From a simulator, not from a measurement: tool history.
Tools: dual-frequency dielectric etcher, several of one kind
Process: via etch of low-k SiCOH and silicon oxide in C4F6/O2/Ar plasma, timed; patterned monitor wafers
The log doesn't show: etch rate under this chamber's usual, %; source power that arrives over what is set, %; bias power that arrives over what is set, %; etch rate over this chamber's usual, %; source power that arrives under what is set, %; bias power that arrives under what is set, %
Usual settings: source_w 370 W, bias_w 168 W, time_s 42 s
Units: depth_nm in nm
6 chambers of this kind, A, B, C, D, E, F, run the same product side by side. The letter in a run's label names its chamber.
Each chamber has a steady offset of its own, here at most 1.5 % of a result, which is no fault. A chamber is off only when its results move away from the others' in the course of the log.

run	hour	source_w	bias_w	time_s	hours since the last wet clean	hours since the last source power generator calibration	hours since the last bias power generator calibration	read-back reference wafer on the same gauge, depth_nm	depth_nm
1C	12.8	370	168	42	152.8	757.2	1622.9	119.9	104.47
2A	26.2	370	168	42	323.1	1897	1201.1	119.99	102.9
3E	34.8	370	168	42	103.2	1877.4	1096.8	119.91	103.65
# hour 48.6: chamber D: wet clean of the chamber
4D	50	370	168	42	1.4	677.3	320.8	119.99	105.06
5F	64	370	168	42	125.5	2385.2	1307.1	119.96	105.24
6B	76.6	370	168	42	362.8	1745.5	1820.2	119.97	103.67
7B	84.1	370	168	42	370.3	1753	1827.7	120.1	103.5
8C	92.9	370	168	42	232.9	837.3	1703	119.95	104.44
# hour 100.7: chamber B: wet clean of the chamber
9F	107.2	370	168	42	168.7	2428.4	1350.3	120.01	105.02
10E	119.5	370	168	42	187.9	1962.1	1181.5	119.96	103.75
11A	129.7	370	168	42	426.6	2000.5	1304.6	119.99	102.82
12D	144.6	370	168	42	96	771.9	415.4	120.05	104.52
13A	154.6	370	168	42	451.5	2025.4	1329.5	120	102.63
14C	164.8	370	168	42	304.8	909.2	1774.9	120.02	104.57
15B	172	370	168	42	71.3	1840.9	1915.6	120.04	103.95
16F	183.6	310	168	42	245.1	2504.8	1426.7	120.04	98.081
17E	198.5	310	168	42	266.9	2041.1	1260.5	120.02	96.584
18D	205.2	310	168	42	156.6	832.5	476	120.02	97.515
19C	216.6	310	168	42	356.6	961	1826.7	120	97.448
# hour 222.1: chamber C: wet clean of the chamber
20F	227.2	310	168	42	288.7	2548.4	1470.3	119.99	98.149
21A	234.4	310	168	42	531.3	2105.2	1409.3	119.95	95.926
22B	249.3	370	168	42	148.6	1918.2	1992.9	120.06	104.11
23E	256.2	340	168	46.5	324.6	2098.8	1318.2	119.96	110.56
# hour 260.9: chamber A: wet clean of the chamber
24D	263.1	340	168	46.5	214.5	890.4	533.9	119.99	112.04
25E	277.8	340	168	46.5	346.2	2120.4	1339.8	120.06	110.79
26D	292.4	340	168	46.5	243.8	919.7	563.2	120.05	112.65
27A	301.7	340	168	46.5	40.8	2172.5	1476.6	119.95	107.79
28C	308.5	340	168	46.5	86.5	1052.9	1918.6	120.01	112.28
29B	320.9	370	168	42	220.2	1989.8	2064.5	120.07	103.49
30F	332.4	370	168	42	393.9	2653.6	1575.5	120.01	104.55
31A	346.2	370	168	42	85.3	2217	1521.1	119.98	100
32D	356.1	370	168	42	307.5	983.4	626.9	119.97	104.54
# hour 356.9: chamber C: bias power generator calibrated
33B	371.5	370	168	42	270.8	2040.4	2115.1	120.05	103.47
34F	380.3	370	168	42	441.8	2701.5	1623.4	120.02	104.68
35C	389.6	370	168	42	167.6	1134	32.8	120.05	104.57
36E	403.1	370	168	42	471.5	2245.7	1465.1	120.04	103.41
37E	417.7	370	168	42	486.1	2260.3	1479.7	119.97	104.06
# hour 424.8: chamber F: wet clean of the chamber
38C	432.2	340	168	47	210.2	1176.6	75.4	119.98	113.2
39F	444.7	340	168	47	20	2765.9	1687.8	120.02	114.07

Next, every chamber runs the same settings. What will each give?
40A	455.8	370	140	42					?
40B	455.8	370	140	42					?
40C	455.8	370	140	42					?
40D	455.8	370	140	42					?
40E	455.8	370	140	42					?
40F	455.8	370	140	42					?

run	depth_nm
40A	94.885
40B	98.256
40C	98.997
40D	99.291
40E	97.816
40F	99.188

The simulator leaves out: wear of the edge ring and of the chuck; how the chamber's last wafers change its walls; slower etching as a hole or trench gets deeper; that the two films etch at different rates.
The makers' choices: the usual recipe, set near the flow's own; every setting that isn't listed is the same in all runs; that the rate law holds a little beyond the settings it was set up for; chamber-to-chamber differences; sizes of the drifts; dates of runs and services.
